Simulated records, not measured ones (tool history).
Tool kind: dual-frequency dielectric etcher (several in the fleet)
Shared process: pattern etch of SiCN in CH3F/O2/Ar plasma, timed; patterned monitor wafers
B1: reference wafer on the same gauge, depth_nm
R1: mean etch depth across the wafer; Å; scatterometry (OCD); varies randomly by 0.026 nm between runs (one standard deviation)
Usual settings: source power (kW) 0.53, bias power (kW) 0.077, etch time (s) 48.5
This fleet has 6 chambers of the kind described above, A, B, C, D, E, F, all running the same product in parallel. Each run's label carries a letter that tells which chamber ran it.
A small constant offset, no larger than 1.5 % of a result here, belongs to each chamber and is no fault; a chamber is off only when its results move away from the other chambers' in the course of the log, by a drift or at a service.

Run 1A, hour 5.6: usual settings; B1 23.499. Result: R1 208.4 Å.
Run 2B, hour 10.4: usual settings; B1 23.491. Result: R1 204.71 Å.
Run 3C, hour 16.7: usual settings; B1 23.492. Result: R1 205.38 Å.
Run 4F, hour 20.3: usual settings; B1 23.482. Result: R1 207.29 Å.
Run 5D, hour 27.1: usual settings; B1 23.488. Result: R1 206.9 Å.
Run 6E, hour 31.1: usual settings; B1 23.475. Result: R1 206.3 Å.
Run 7C, hour 35.3: usual settings; B1 23.475. Result: R1 205.01 Å.
Run 8F, hour 41.1: usual settings; B1 23.478. Result: R1 207.99 Å.
Run 9D, hour 45.2: usual settings; B1 23.47. Result: R1 206.77 Å.
At hour 46.4: chamber C: wet clean of the chamber.
Run 10A, hour 50.9: usual settings; B1 23.477. Result: R1 207.63 Å.
Run 11B, hour 55.5: usual settings but bias power (kW) 0.059, etch time (s) 38; B1 23.465. Result: R1 146.89 Å.
Run 12E, hour 62.8: usual settings but bias power (kW) 0.059, etch time (s) 38; B1 23.462. Result: R1 147.54 Å.
Run 13C, hour 66.2: usual settings but bias power (kW) 0.059, etch time (s) 38; B1 23.46. Result: R1 146.57 Å.
Run 14B, hour 71.5: usual settings but bias power (kW) 0.059, etch time (s) 38; B1 23.458. Result: R1 146.63 Å.
Run 15D, hour 75.9: usual settings but bias power (kW) 0.059, etch time (s) 38; B1 23.451. Result: R1 147.76 Å.
Run 16F, hour 82.1: usual settings but bias power (kW) 0.059, etch time (s) 38; B1 23.45. Result: R1 148.47 Å.
Run 17E, hour 85.4: usual settings; B1 23.448. Result: R1 206.24 Å.
Run 18A, hour 90.2: usual settings; B1 23.447. Result: R1 207.68 Å.
Run 19E, hour 94.9: usual settings; B1 23.434. Result: R1 206.09 Å.
Run 20F, hour 98.2: usual settings; B1 23.442. Result: R1 207.45 Å.
Run 21A, hour 101.9: usual settings; B1 23.435. Result: R1 207.66 Å.
At hour 106.9: chamber D: wet clean of the chamber.
Run 22D, hour 108.9: usual settings; B1 23.426. Result: R1 206.34 Å.
Run 23B, hour 114.6: usual settings; B1 23.431. Result: R1 204.61 Å.
Run 24C, hour 118.7: usual settings but source power (kW) 0.65; B1 23.424. Result: R1 220.7 Å.
Run 25F, hour 122.6: usual settings but source power (kW) 0.65; B1 23.427. Result: R1 223.77 Å.
Run 26C, hour 127.4: usual settings but source power (kW) 0.65; B1 23.423. Result: R1 220.36 Å.
Run 27D, hour 132.7: usual settings but source power (kW) 0.65; B1 23.409. Result: R1 223.02 Å.
Run 28E, hour 138: usual settings but source power (kW) 0.65; B1 23.41. Result: R1 221.89 Å.
Run 29B, hour 141.7: usual settings but source power (kW) 0.65; B1 23.404. Result: R1 220.84 Å.
Run 30A, hour 148.9: usual settings; B1 23.404. Result: R1 207.12 Å.
Run 31C, hour 152.1: usual settings; B1 23.409. Result: R1 204.42 Å.
Run 32F, hour 156.8: usual settings; B1 23.402. Result: R1 207.15 Å.
Run 33B, hour 164: usual settings; B1 23.399. Result: R1 204 Å.
Run 34D, hour 168.1: usual settings but bias power (kW) 0.093; B1 23.394. Result: R1 220.93 Å.
Run 35E, hour 174.8: usual settings but bias power (kW) 0.093; B1 23.39. Result: R1 219.91 Å.
Run 36A, hour 178.2: usual settings but bias power (kW) 0.093; B1 23.386. Result: R1 221.69 Å.
Run 37F, hour 183.2: usual settings but bias power (kW) 0.093; B1 23.39. Result: R1 221.6 Å.
Run 38B, hour 186.7: usual settings but bias power (kW) 0.093; B1 23.386. Result: R1 218.04 Å.
Run 39E, hour 190.4: usual settings but bias power (kW) 0.093; B1 23.369. Result: R1 219.72 Å.

Predict what each chamber gives when all 6 of them run the settings below next.
Run 40A, hour 195.6: usual settings but bias power (kW) 0.059. Result: R1 ?.
Run 40B, hour 195.6: usual settings but bias power (kW) 0.059. Result: R1 ?.
Run 40C, hour 195.6: usual settings but bias power (kW) 0.059. Result: R1 ?.
Run 40D, hour 195.6: usual settings but bias power (kW) 0.059. Result: R1 ?.
Run 40E, hour 195.6: usual settings but bias power (kW) 0.059. Result: R1 ?.
Run 40F, hour 195.6: usual settings but bias power (kW) 0.059. Result: R1 ?.

run      R1
40A  189.72
40B     186
40C  185.59
40D  188.12
40E  187.87
40F  189.01
